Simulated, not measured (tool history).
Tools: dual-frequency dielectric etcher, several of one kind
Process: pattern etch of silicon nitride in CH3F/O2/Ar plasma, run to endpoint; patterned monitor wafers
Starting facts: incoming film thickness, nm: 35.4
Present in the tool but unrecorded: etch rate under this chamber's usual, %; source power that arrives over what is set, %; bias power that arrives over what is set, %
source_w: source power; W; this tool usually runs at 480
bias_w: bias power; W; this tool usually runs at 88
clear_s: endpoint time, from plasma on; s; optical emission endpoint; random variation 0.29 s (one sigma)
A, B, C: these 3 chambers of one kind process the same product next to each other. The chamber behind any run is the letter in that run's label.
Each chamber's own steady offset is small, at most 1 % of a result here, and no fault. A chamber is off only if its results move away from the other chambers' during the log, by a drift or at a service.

| run | hour | source_w | bias_w | hours since the last wet clean | hours since the last source power generator calibration | hours since the last bias power generator calibration | clear_s |
|---|---|---|---|---|---|---|---|
| 1C | 9.4 | 480 | 88 | 75.1 | 1936.8 | 2974 | 44.605 |
| 2A | 23 | 480 | 88 | 490.7 | 1338.8 | 3960.9 | 44.53 |
| 3B | 30.4 | 480 | 88 | 328.1 | 1063.5 | 3882.8 | 43.913 |
| 4C | 39.2 | 480 | 88 | 104.9 | 1966.6 | 3003.8 | 44.981 |
| 5A | 47.7 | 480 | 88 | 515.4 | 1363.5 | 3985.6 | 44.663 |
| 6B | 59.8 | 480 | 97 | 357.5 | 1092.9 | 3912.2 | 43.256 |
| 7A | 67.1 | 480 | 97 | 534.8 | 1382.9 | 4005 | 43.112 |
| 8B | 74.4 | 480 | 97 | 372.1 | 1107.5 | 3926.8 | 43.179 |
| 9C | 88.5 | 480 | 88 | 154.2 | 2015.9 | 3053.1 | 44.616 |
| 10C | 95.7 | 480 | 88 | 161.4 | 2023.1 | 3060.3 | 44.834 |
| 11A | 107.1 | 480 | 88 | 574.8 | 1422.9 | 4045 | 44.513 |
| 12B | 120.7 | 420 | 107 | 418.4 | 1153.8 | 3973.1 | 43.55 |
| 13A | 134.6 | 420 | 107 | 602.3 | 1450.4 | 4072.5 | 44.023 |
| 14C | 146.2 | 420 | 107 | 211.9 | 2073.6 | 3110.8 | 43.67 |
| 15B | 159.2 | 480 | 88 | 456.9 | 1192.3 | 4011.6 | 45.244 |
| 16B | 170.4 | 480 | 88 | 468.1 | 1203.5 | 4022.8 | 44.55 |
|  | 174.4 | chamber A: wet clean of the chamber |
| 17A | 180.2 | 480 | 88 | 5.8 | 1496 | 4118.1 | 44.67 |
| 18C | 188 | 480 | 88 | 253.7 | 2115.4 | 3152.6 | 43.974 |
| 19C | 198 | 480 | 88 | 263.7 | 2125.4 | 3162.6 | 44.621 |
|  | 202.2 | chamber A: bias power generator calibrated |
| 20A | 209.5 | 480 | 88 | 35.1 | 1525.3 | 7.4 | 44.36 |
| 21B | 223.5 | 480 | 88 | 521.2 | 1256.6 | 4075.9 | 45.095 |
| 22B | 233.1 | 480 | 88 | 530.8 | 1266.2 | 4085.5 | 45.3 |
| 23A | 244.2 | 480 | 88 | 69.8 | 1560 | 42.1 | 44.784 |
| 24C | 255.3 | 480 | 88 | 321 | 2182.7 | 3219.9 | 44.259 |
| 25B | 264.6 | 480 | 88 | 562.3 | 1297.7 | 4117 | 45.392 |
| 26A | 277.8 | 480 | 88 | 103.4 | 1593.6 | 75.7 | 44.844 |
| 27C | 285.7 | 480 | 88 | 351.4 | 2213.1 | 3250.3 | 44.54 |
| 28A | 293.8 | 480 | 88 | 119.4 | 1609.6 | 91.7 | 44.54 |
| 29C | 301.7 | 480 | 67 | 367.4 | 2229.1 | 3266.3 | 49.113 |
| 30B | 311.3 | 480 | 67 | 609 | 1344.4 | 4163.7 | 50.436 |
| 31A | 326.5 | 480 | 67 | 152.1 | 1642.3 | 124.4 | 49.448 |
| 32C | 339.2 | 480 | 88 | 404.9 | 2266.6 | 3303.8 | 44.979 |
| 33B | 351.5 | 480 | 88 | 649.2 | 1384.6 | 4203.9 | 46.597 |
| 34A | 362.9 | 530 | 95 | 188.5 | 1678.7 | 160.8 | 41.772 |
| 35C | 375.7 | 530 | 95 | 441.4 | 2303.1 | 3340.3 | 42.007 |
| 36B | 383.9 | 530 | 95 | 681.6 | 1417 | 4236.3 | 43.187 |
| 37C | 398.1 | 480 | 88 | 463.8 | 2325.5 | 3362.7 | 44.634 |

Which is it: a chamber that has drifted or been left off by a service, a gauge drift common to all chambers, or only each chamber's usual small offset? If a chamber is off, name it and its likeliest cause.

Little by little, chamber B moves away from the other chambers.
What lies behind it: etch rate under this chamber's usual, % = 4.08.

Below are 4 candidate recipes for chamber B's next run, each the usual settings with a change, their results shown as question marks. Which of them brings B's results back in line with what the other chambers give on the usual settings?
A result is in line if it is within this distance of the other chambers' mean on the usual settings: clear_s 1 s
| 38B-1 | 409 | 480 | 71 |  |  |  | ? |
| 38B-2 | 409 | 480 | 78 |  |  |  | ? |
| 38B-3 | 409 | 530 | 97 |  |  |  | ? |
| 38B-4 | 409 | 530 | 88 |  |  |  | ? |

Average result of the remaining chambers running the usual settings: clear_s 44.711 s
| run | clear_s |
|---|---|
| 38B-1 | 49.941 |
| 38B-2 | 48.371 |
| 38B-3 | 43.197 |
| 38B-4 | 44.709 |
With 38B-4, the chamber falls back in line with the rest.
